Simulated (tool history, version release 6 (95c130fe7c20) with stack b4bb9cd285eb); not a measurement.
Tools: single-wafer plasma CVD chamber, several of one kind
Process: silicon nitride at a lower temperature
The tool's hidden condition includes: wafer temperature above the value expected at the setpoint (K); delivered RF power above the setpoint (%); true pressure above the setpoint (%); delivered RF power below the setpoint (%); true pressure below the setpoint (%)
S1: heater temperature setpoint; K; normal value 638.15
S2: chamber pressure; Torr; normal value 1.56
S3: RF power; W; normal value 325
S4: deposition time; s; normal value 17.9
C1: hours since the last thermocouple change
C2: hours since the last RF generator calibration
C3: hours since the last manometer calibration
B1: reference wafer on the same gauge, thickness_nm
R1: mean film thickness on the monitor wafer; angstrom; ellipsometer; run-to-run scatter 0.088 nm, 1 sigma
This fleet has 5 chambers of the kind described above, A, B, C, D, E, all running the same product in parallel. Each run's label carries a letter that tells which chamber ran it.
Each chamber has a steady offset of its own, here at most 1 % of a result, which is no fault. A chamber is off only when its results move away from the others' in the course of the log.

run 1B hour=11.7 | S1=638.15 S2=1.56 S3=325 S4=17.9 | C1=587.1 C2=68.5 C3=1831.3 | B1=22.396 | R1=218.76
run 2E hour=22.2 | S1=638.15 S2=1.56 S3=325 S4=17.9 | C1=66.7 C2=1048.3 C3=1596.4 | B1=22.396 | R1=218.97
run 3D hour=29.6 | S1=638.15 S2=1.56 S3=325 S4=17.9 | C1=416.6 C2=156.3 C3=864.3 | B1=22.394 | R1=221.56
run 4A hour=42.8 | S1=638.15 S2=1.56 S3=325 S4=17.9 | C1=146.9 C2=509.7 C3=626.4 | B1=22.403 | R1=217.44
run 5C hour=56.9 | S1=638.15 S2=1.56 S3=325 S4=17.9 | C1=370.8 C2=323.7 C3=2164.3 | B1=22.419 | R1=219.4
run 6C hour=72.5 | S1=638.15 S2=1.56 S3=325 S4=17.9 | C1=386.4 C2=339.3 C3=2179.9 | B1=22.399 | R1=217.6
run 7A hour=81.5 | S1=638.15 S2=1.56 S3=325 S4=16 | C1=185.6 C2=548.4 C3=665.1 | B1=22.376 | R1=194.62
run 8E hour=93.3 | S1=638.15 S2=1.56 S3=325 S4=16 | C1=137.8 C2=1119.4 C3=1667.5 | B1=22.419 | R1=197.01
run 9D hour=102.7 | S1=638.15 S2=1.56 S3=325 S4=16 | C1=489.7 C2=229.4 C3=937.4 | B1=22.413 | R1=197
run 10B hour=115.4 | S1=638.15 S2=1.56 S3=325 S4=16 | C1=690.8 C2=172.2 C3=1935 | B1=22.421 | R1=195.56
run 11D hour=122.8 | S1=638.15 S2=1.56 S3=325 S4=16 | C1=509.8 C2=249.5 C3=957.5 | B1=22.421 | R1=195.94
-- hour=128.7 chamber E: RF generator calibrated
run 12B hour=134.7 | S1=638.15 S2=1.56 S3=345 S4=17.9 | C1=710.1 C2=191.5 C3=1954.3 | B1=22.42 | R1=227.05
run 13A hour=146.2 | S1=638.15 S2=1.56 S3=345 S4=17.9 | C1=250.3 C2=613.1 C3=729.8 | B1=22.407 | R1=227.04
run 14E hour=162.5 | S1=638.15 S2=1.56 S3=345 S4=17.9 | C1=207 C2=33.9 C3=1736.7 | B1=22.393 | R1=227.88
run 15C hour=177.9 | S1=638.15 S2=1.56 S3=345 S4=17.9 | C1=491.8 C2=444.7 C3=2285.3 | B1=22.392 | R1=226.07
run 16B hour=189.7 | S1=638.15 S2=1.56 S3=345 S4=17.9 | C1=765.1 C2=246.5 C3=2009.3 | B1=22.405 | R1=227.95
run 17A hour=197.5 | S1=633.15 S2=1.56 S3=325 S4=17.9 | C1=301.6 C2=664.4 C3=781.1 | B1=22.386 | R1=218.19
run 18E hour=212.9 | S1=633.15 S2=1.56 S3=325 S4=17.9 | C1=257.4 C2=84.3 C3=1787.1 | B1=22.379 | R1=220.62
run 19D hour=221.2 | S1=633.15 S2=1.56 S3=325 S4=17.9 | C1=608.2 C2=347.9 C3=1055.9 | B1=22.37 | R1=220.14
run 20C hour=229.1 | S1=633.15 S2=1.56 S3=325 S4=17.9 | C1=543 C2=495.9 C3=2336.5 | B1=22.395 | R1=217.97
run 21E hour=240.5 | S1=633.15 S2=1.56 S3=325 S4=17.9 | C1=285 C2=111.9 C3=1814.7 | B1=22.408 | R1=220.79
run 22B hour=253.5 | S1=638.15 S2=1.56 S3=290 S4=17.9 | C1=828.9 C2=310.3 C3=2073.1 | B1=22.414 | R1=203.54
-- hour=263.6 chamber E: capacitance manometer re-zeroed and calibrated
run 23D hour=266.8 | S1=638.15 S2=1.56 S3=290 S4=17.9 | C1=653.8 C2=393.5 C3=1101.5 | B1=22.387 | R1=204.3
run 24C hour=274.1 | S1=638.15 S2=1.56 S3=290 S4=17.9 | C1=588 C2=540.9 C3=2381.5 | B1=22.407 | R1=202.06
run 25A hour=282.3 | S1=638.15 S2=1.56 S3=290 S4=17.9 | C1=386.4 C2=749.2 C3=865.9 | B1=22.416 | R1=201.03
run 26D hour=291 | S1=638.15 S2=1.56 S3=290 S4=17.9 | C1=678 C2=417.7 C3=1125.7 | B1=22.416 | R1=202.85
run 27B hour=305.8 | S1=632.15 S2=1.56 S3=325 S4=19 | C1=881.2 C2=362.6 C3=2125.4 | B1=22.387 | R1=231.71
run 28E hour=314.3 | S1=632.15 S2=1.56 S3=325 S4=19 | C1=358.8 C2=185.7 C3=50.8 | B1=22.374 | R1=233.83
run 29A hour=326.7 | S1=632.15 S2=1.56 S3=325 S4=19 | C1=430.8 C2=793.6 C3=910.3 | B1=22.393 | R1=229.36
run 30C hour=334 | S1=632.15 S2=1.56 S3=325 S4=19 | C1=647.9 C2=600.8 C3=2441.4 | B1=22.424 | R1=232.41
run 31E hour=344.8 | S1=632.15 S2=1.56 S3=325 S4=19 | C1=389.3 C2=216.2 C3=81.3 | B1=22.421 | R1=233.4
run 32B hour=356.9 | S1=638.15 S2=1.56 S3=325 S4=17.9 | C1=932.3 C2=413.7 C3=2176.5 | B1=22.39 | R1=216.98
run 33C hour=368.1 | S1=638.15 S2=1.56 S3=325 S4=17.9 | C1=682 C2=634.9 C3=2475.5 | B1=22.405 | R1=217.25
run 34A hour=377 | S1=638.15 S2=1.56 S3=325 S4=17.9 | C1=481.1 C2=843.9 C3=960.6 | B1=22.409 | R1=219.11
run 35D hour=392.1 | S1=638.15 S2=1.56 S3=325 S4=17.9 | C1=779.1 C2=518.8 C3=1226.8 | B1=22.393 | R1=220.19
run 36D hour=403 | S1=626.15 S2=1.56 S3=325 S4=19.7 | C1=790 C2=529.7 C3=1237.7 | B1=22.403 | R1=241.42

All 5 chambers run these settings next. Forecast each chamber's results:
run 37A hour=414.9 | S1=638.15 S2=1.56 S3=325 S4=17.9 | R1=?
run 37B hour=414.9 | S1=638.15 S2=1.56 S3=325 S4=17.9 | R1=?
run 37C hour=414.9 | S1=638.15 S2=1.56 S3=325 S4=17.9 | R1=?
run 37D hour=414.9 | S1=638.15 S2=1.56 S3=325 S4=17.9 | R1=?
run 37E hour=414.9 | S1=638.15 S2=1.56 S3=325 S4=17.9 | R1=?

run=37A R1=218.19
run=37B R1=219.04
run=37C R1=219.45
run=37D R1=221.82
run=37E R1=219.12
